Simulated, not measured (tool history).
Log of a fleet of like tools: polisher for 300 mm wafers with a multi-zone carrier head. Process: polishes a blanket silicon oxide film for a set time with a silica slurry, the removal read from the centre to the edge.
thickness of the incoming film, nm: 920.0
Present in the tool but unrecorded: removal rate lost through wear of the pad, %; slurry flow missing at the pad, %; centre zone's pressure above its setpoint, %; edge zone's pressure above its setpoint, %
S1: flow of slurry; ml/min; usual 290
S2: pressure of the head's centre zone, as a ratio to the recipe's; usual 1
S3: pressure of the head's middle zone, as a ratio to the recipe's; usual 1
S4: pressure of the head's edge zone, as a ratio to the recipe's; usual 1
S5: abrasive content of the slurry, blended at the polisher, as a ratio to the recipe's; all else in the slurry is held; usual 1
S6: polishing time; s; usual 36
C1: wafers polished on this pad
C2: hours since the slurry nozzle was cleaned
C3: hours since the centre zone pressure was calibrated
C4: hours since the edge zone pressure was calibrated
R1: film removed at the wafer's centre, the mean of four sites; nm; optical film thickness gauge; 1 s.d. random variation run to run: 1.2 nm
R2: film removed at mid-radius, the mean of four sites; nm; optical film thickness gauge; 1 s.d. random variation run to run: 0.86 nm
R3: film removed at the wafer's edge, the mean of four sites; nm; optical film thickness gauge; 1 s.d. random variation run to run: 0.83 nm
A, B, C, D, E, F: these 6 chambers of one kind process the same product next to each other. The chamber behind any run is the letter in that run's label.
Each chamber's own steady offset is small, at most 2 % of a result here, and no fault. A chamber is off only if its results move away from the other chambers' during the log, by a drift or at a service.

| run | day | S1 | S2 | S3 | S4 | S5 | S6 | C1 | C2 | C3 | C4 | R1 | R2 | R3 |
|---|---|---|---|---|---|---|---|---|---|---|---|---|---|---|
|  | 0.017 | chamber F: centre zone pressure recalibrated |
| 1E | 0.133 | 290 | 1 | 1 | 1 | 1 | 36 | 804 | 399.2 | 193.8 | 392.4 | 83.175 | 81.565 | 80.883 |
| 2F | 0.3 | 290 | 1 | 1 | 1 | 1 | 36 | 92 | 52.4 | 6.9 | 705.6 | 84.39 | 82.433 | 84.159 |
| 3C | 0.517 | 290 | 1 | 1 | 1 | 1 | 36 | 197 | 265.3 | 686.2 | 354.2 | 82.446 | 83.198 | 82.554 |
|  | 0.538 | chamber B: worn pad replaced by a new one |
| 4D | 0.688 | 290 | 1 | 1 | 1 | 1 | 36 | 641 | 636.2 | 467.3 | 950 | 82.325 | 82.059 | 81.973 |
| 5A | 0.804 | 290 | 1 | 1 | 1 | 1 | 36 | 546 | 354.2 | 585.3 | 376.2 | 84.056 | 84.058 | 82.497 |
|  | 0.9 | chamber E: worn pad replaced by a new one |
| 6B | 0.983 | 290 | 1 | 1 | 1 | 1 | 36 | 81 | 300.6 | 122.8 | 1086.6 | 81.602 | 83.206 | 83.219 |
|  | 1.067 | chamber D: worn pad replaced by a new one |
| 7C | 1.217 | 290 | 1 | 1 | 1 | 1 | 48 | 324 | 282.1 | 703 | 371 | 107.19 | 110.02 | 107.86 |
| 8B | 1.346 | 290 | 1 | 1 | 1 | 1 | 48 | 147 | 309.3 | 131.5 | 1095.3 | 111.48 | 109.4 | 112.04 |
| 9F | 1.517 | 290 | 1 | 1 | 1 | 1 | 48 | 313 | 81.6 | 36.1 | 734.8 | 110.43 | 108.38 | 111.42 |
| 10A | 1.725 | 290 | 1 | 1 | 1 | 1 | 48 | 713 | 376.3 | 607.4 | 398.3 | 110.25 | 110.14 | 109.32 |
|  | 1.767 | chamber A: slurry nozzle cleaned |
| 11D | 1.883 | 290 | 1 | 1 | 1 | 1 | 48 | 148 | 664.9 | 496 | 978.7 | 108.51 | 110.4 | 109.88 |
| 12E | 2.104 | 290 | 1 | 1 | 1 | 1 | 48 | 218 | 446.5 | 241.1 | 439.7 | 110.45 | 109.99 | 108.91 |
| 13E | 2.242 | 290 | 1 | 0.94 | 1 | 1.25 | 36 | 243 | 449.8 | 244.4 | 443 | 93.313 | 85.863 | 90.582 |
| 14D | 2.45 | 290 | 1 | 0.94 | 1 | 1.25 | 36 | 251 | 678.5 | 509.6 | 992.3 | 90.702 | 84.734 | 91.154 |
|  | 2.621 | chamber D: slurry nozzle cleaned |
| 15F | 2.629 | 290 | 1 | 0.94 | 1 | 1.25 | 36 | 515 | 108.3 | 62.8 | 761.5 | 90.152 | 86.089 | 92.738 |
| 16B | 2.862 | 290 | 1 | 0.94 | 1 | 1.25 | 36 | 422 | 345.7 | 167.9 | 1131.7 | 91.248 | 86.578 | 92.882 |
|  | 3.054 | chamber E: edge zone pressure recalibrated |
| 17A | 3.1 | 290 | 1 | 0.94 | 1 | 1.25 | 36 | 963 | 32.1 | 640.4 | 431.3 | 87.955 | 85.382 | 88.529 |
| 18C | 3.225 | 290 | 1 | 0.94 | 1 | 1.25 | 36 | 689 | 330.3 | 751.2 | 419.2 | 89.746 | 86.266 | 89.875 |
| 19C | 3.358 | 290 | 1 | 1 | 1 | 1 | 36 | 713 | 333.5 | 754.4 | 422.4 | 80.115 | 83.694 | 82.956 |
|  | 3.433 | chamber F: worn pad replaced by a new one |
| 20D | 3.496 | 290 | 1 | 1 | 1 | 1 | 36 | 441 | 21.1 | 534.7 | 1017.4 | 83.987 | 81.397 | 82.828 |
| 21B | 3.671 | 290 | 1 | 1 | 1 | 1 | 36 | 569 | 365.1 | 187.3 | 1151.1 | 83.101 | 82.765 | 83.528 |
| 22E | 3.917 | 290 | 1 | 1 | 1 | 1 | 36 | 547 | 490 | 284.6 | 20.7 | 80.828 | 82.943 | 81.661 |
| 23A | 4.112 | 200 | 1 | 1 | 1 | 1.2 | 36 | 1147 | 56.4 | 664.7 | 455.6 | 80.844 | 82.532 | 81.251 |
| 24F | 4.225 | 200 | 1 | 1 | 1 | 1.2 | 36 | 144 | 146.6 | 101.1 | 799.8 | 84.797 | 85.191 | 89.114 |
| 25E | 4.475 | 200 | 1 | 1 | 1 | 1.2 | 36 | 649 | 503.4 | 298 | 34.1 | 86.022 | 85.351 | 86.13 |
|  | 4.633 | chamber C: slurry nozzle cleaned |
| 26D | 4.725 | 200 | 1 | 1 | 1 | 1.2 | 36 | 664 | 50.6 | 564.2 | 1046.9 | 84.897 | 84.82 | 86.863 |
|  | 4.933 | chamber D: worn pad replaced by a new one |
| 27B | 4.971 | 200 | 1 | 1 | 1 | 1.2 | 36 | 805 | 396.3 | 218.5 | 1182.3 | 85.383 | 85.926 | 85.125 |
|  | 5.112 | chamber C: worn pad replaced by a new one |
| 28F | 5.217 | 200 | 1 | 1 | 1 | 1.2 | 36 | 324 | 170.4 | 124.9 | 823.6 | 82.487 | 85.151 | 88.574 |
| 29A | 5.354 | 290 | 1 | 1 | 1 | 1 | 36 | 1372 | 86.2 | 694.5 | 485.4 | 75.411 | 76.009 | 76.172 |
| 30C | 5.562 | 290 | 1 | 0.93 | 1 | 1 | 44 | 81 | 22.3 | 807.3 | 475.3 | 100.12 | 95.341 | 101.7 |
| 31C | 5.729 | 290 | 1 | 0.93 | 1 | 1 | 44 | 112 | 26.3 | 811.3 | 479.3 | 99.242 | 94.107 | 102.09 |
| 32E | 5.975 | 290 | 1 | 0.93 | 1 | 1 | 44 | 921 | 539.4 | 334 | 70.1 | 102.7 | 93.558 | 100.36 |
| 33F | 6.117 | 290 | 1 | 0.93 | 1 | 1 | 44 | 487 | 192 | 146.5 | 845.2 | 96.179 | 93.555 | 101.29 |
|  | 6.179 | chamber F: edge zone pressure recalibrated |
| 34A | 6.367 | 290 | 1 | 0.93 | 1 | 1 | 44 | 1556 | 110.5 | 718.8 | 509.7 | 88.181 | 85.754 | 90.135 |
| 35D | 6.483 | 290 | 1 | 0.93 | 1 | 1 | 44 | 281 | 92.8 | 606.4 | 1089.1 | 101.61 | 92.593 | 99.779 |
|  | 6.533 | chamber C: centre zone pressure recalibrated |
|  | 6.646 | chamber B: worn pad replaced by a new one |
|  | 6.692 | chamber F: worn pad replaced by a new one |
| 36B | 6.717 | 290 | 1 | 1 | 1 | 1 | 36 | 13 | 438.2 | 260.4 | 1224.2 | 81.137 | 82.512 | 82.747 |
|  | 6.825 | chamber E: worn pad replaced by a new one |
| 37B | 6.954 | 290 | 1 | 1 | 1 | 1 | 36 | 56 | 443.9 | 266.1 | 1229.9 | 83.322 | 84.063 | 84.587 |
|  | 7.025 | chamber E: slurry nozzle cleaned |
| 38C | 7.133 | 290 | 1 | 1 | 1 | 1 | 36 | 367 | 60 | 14.5 | 513 | 80.483 | 83.038 | 82.702 |
| 39F | 7.338 | 290 | 1 | 1 | 1 | 1 | 36 | 117 | 221.3 | 175.8 | 27.9 | 81.257 | 83.357 | 82.569 |
| 40E | 7.45 | 290 | 1 | 1 | 1 | 1 | 36 | 114 | 10.3 | 369.4 | 105.5 | 82.318 | 83.389 | 81.975 |

Does one chamber stand apart from the rest, does the shared gauge drift, or is all well apart from small per-chamber offsets? Give the chamber and the most likely cause, where there is one.

One chamber, A, drifts off from the rest bit by bit.
Cause: removal rate lost through wear of the pad, % = 14.1.

Here are 4 candidates for chamber A's next run, each the usual settings with a change, their results left as question marks. Which one brings its results back in line with what the others give on the usual settings?
To be in line, a result may differ from the other chambers' mean on the usual settings by at most: R1 4.3 nm; R2 3 nm; R3 2.9 nm
| 41A-1 | 7.638 | 285 | 0.99 | 1 | 0.99 | 0.95 | 32 |  |  |  |  | ? | ? | ? |
| 41A-2 | 7.638 | 285 | 0.99 | 1.01 | 0.99 | 0.95 | 29 |  |  |  |  | ? | ? | ? |
| 41A-3 | 7.638 | 295 | 1 | 0.99 | 1.02 | 1.05 | 45 |  |  |  |  | ? | ? | ? |
| 41A-4 | 7.638 | 295 | 1 | 0.99 | 1.01 | 1.05 | 41 |  |  |  |  | ? | ? | ? |

Average result of the remaining chambers running the usual settings: R1 82.415 nm; R2 82.75 nm; R3 83.066 nm
| run | R1 | R2 | R3 |
|---|---|---|---|
| 41A-1 | 60.806 | 62.272 | 61.446 |
| 41A-2 | 55.11 | 56.944 | 55.677 |
| 41A-3 | 90.762 | 91.047 | 92.061 |
| 41A-4 | 82.694 | 82.956 | 83.436 |
It is 41A-4 that realigns the chamber with its peers.

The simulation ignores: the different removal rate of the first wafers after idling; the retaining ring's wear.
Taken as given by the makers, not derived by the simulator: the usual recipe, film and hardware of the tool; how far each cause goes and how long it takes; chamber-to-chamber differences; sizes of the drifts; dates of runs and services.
